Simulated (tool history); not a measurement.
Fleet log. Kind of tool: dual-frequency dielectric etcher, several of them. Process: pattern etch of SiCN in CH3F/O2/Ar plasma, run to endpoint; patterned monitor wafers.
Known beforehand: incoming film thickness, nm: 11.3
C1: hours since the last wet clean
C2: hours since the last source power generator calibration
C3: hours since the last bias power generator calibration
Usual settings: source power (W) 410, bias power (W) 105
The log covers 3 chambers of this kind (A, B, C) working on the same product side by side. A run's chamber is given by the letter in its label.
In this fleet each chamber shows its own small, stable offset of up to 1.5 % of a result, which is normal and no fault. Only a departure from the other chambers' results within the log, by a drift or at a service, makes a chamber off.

run 1A hour=4.4 | source_power_(W)=410 bias_power_(W)=105 | C1=257.3 C2=1082.1 C3=725.5 | endpoint_time_(s)=26.248
run 2B hour=8.0 | source_power_(W)=410 bias_power_(W)=105 | C1=81.6 C2=96.2 C3=734.3 | endpoint_time_(s)=25.934
run 3C hour=10.3 | source_power_(W)=410 bias_power_(W)=105 | C1=550.6 C2=2364.3 C3=1183.7 | endpoint_time_(s)=26.358
run 4C hour=14.6 | source_power_(W)=410 bias_power_(W)=105 | C1=554.9 C2=2368.6 C3=1188.0 | endpoint_time_(s)=26.316
run 5A hour=17.6 | source_power_(W)=410 bias_power_(W)=105 | C1=270.5 C2=1095.3 C3=738.7 | endpoint_time_(s)=25.999
run 6B hour=20.5 | source_power_(W)=410 bias_power_(W)=105 | C1=94.1 C2=108.7 C3=746.8 | endpoint_time_(s)=25.986
run 7B hour=25.1 | source_power_(W)=410 bias_power_(W)=105 | C1=98.7 C2=113.3 C3=751.4 | endpoint_time_(s)=25.999
run 8C hour=28.1 | source_power_(W)=320 bias_power_(W)=127 | C1=568.4 C2=2382.1 C3=1201.5 | endpoint_time_(s)=26.673
run 9A hour=31.7 | source_power_(W)=320 bias_power_(W)=127 | C1=284.6 C2=1109.4 C3=752.8 | endpoint_time_(s)=26.634
run 10B hour=34.0 | source_power_(W)=320 bias_power_(W)=127 | C1=107.6 C2=122.2 C3=760.3 | endpoint_time_(s)=26.578
run 11C hour=38.6 | source_power_(W)=410 bias_power_(W)=105 | C1=578.9 C2=2392.6 C3=1212.0 | endpoint_time_(s)=26.326
run 12A hour=41.0 | source_power_(W)=410 bias_power_(W)=105 | C1=293.9 C2=1118.7 C3=762.1 | endpoint_time_(s)=26.129
-- hour=42.5 chamber C: wet clean of the chamber
run 13C hour=44.1 | source_power_(W)=340 bias_power_(W)=87 | C1=1.6 C2=2398.1 C3=1217.5 | endpoint_time_(s)=31.678
run 14B hour=46.3 | source_power_(W)=340 bias_power_(W)=87 | C1=119.9 C2=134.5 C3=772.6 | endpoint_time_(s)=29.871
run 15A hour=49.3 | source_power_(W)=340 bias_power_(W)=87 | C1=302.2 C2=1127.0 C3=770.4 | endpoint_time_(s)=30.077
run 16C hour=52.4 | source_power_(W)=410 bias_power_(W)=105 | C1=9.9 C2=2406.4 C3=1225.8 | endpoint_time_(s)=27.467
run 17A hour=56.6 | source_power_(W)=410 bias_power_(W)=105 | C1=309.5 C2=1134.3 C3=777.7 | endpoint_time_(s)=26.122
run 18B hour=58.8 | source_power_(W)=410 bias_power_(W)=105 | C1=132.4 C2=147.0 C3=785.1 | endpoint_time_(s)=25.836
run 19A hour=62.3 | source_power_(W)=410 bias_power_(W)=90 | C1=315.2 C2=1140.0 C3=783.4 | endpoint_time_(s)=27.845
run 20B hour=66.8 | source_power_(W)=410 bias_power_(W)=90 | C1=140.4 C2=155.0 C3=793.1 | endpoint_time_(s)=27.556
run 21C hour=70.7 | source_power_(W)=410 bias_power_(W)=90 | C1=28.2 C2=2424.7 C3=1244.1 | endpoint_time_(s)=29.008
run 22B hour=73.2 | source_power_(W)=410 bias_power_(W)=105 | C1=146.8 C2=161.4 C3=799.5 | endpoint_time_(s)=25.906
run 23C hour=76.6 | source_power_(W)=410 bias_power_(W)=105 | C1=34.1 C2=2430.6 C3=1250.0 | endpoint_time_(s)=27.411

Which is it: a chamber that has drifted or been left off by a service, a gauge drift common to all chambers, or only each chamber's usual small offset? If a chamber is off, name it and its likeliest cause.

Chamber C has stood off from the others ever since a service on it.
Cause: etch rate under this chamber's usual, % = 4.31.

Here are 4 candidates for chamber C's next run, each the usual settings with a change, their results left as question marks. Which one brings its results back in line with what the others give on the usual settings?
To be in line, a result may differ from the other chambers' mean on the usual settings by at most: endpoint time (s) 0.340
run 24C-1 hour=79.9 | source_power_(W)=400 bias_power_(W)=103 | endpoint_time_(s)=?
run 24C-2 hour=79.9 | source_power_(W)=410 bias_power_(W)=109 | endpoint_time_(s)=?
run 24C-3 hour=79.9 | source_power_(W)=410 bias_power_(W)=91 | endpoint_time_(s)=?
run 24C-4 hour=79.9 | source_power_(W)=470 bias_power_(W)=105 | endpoint_time_(s)=?

On the usual settings, the other chambers give on average: endpoint time (s) 26.089
run=24C-1 endpoint_time_(s)=27.938
run=24C-2 endpoint_time_(s)=27.099
run=24C-3 endpoint_time_(s)=28.978
run=24C-4 endpoint_time_(s)=26.118
The answer is 24C-4, which returns the chamber to within the allowed miss of the others.

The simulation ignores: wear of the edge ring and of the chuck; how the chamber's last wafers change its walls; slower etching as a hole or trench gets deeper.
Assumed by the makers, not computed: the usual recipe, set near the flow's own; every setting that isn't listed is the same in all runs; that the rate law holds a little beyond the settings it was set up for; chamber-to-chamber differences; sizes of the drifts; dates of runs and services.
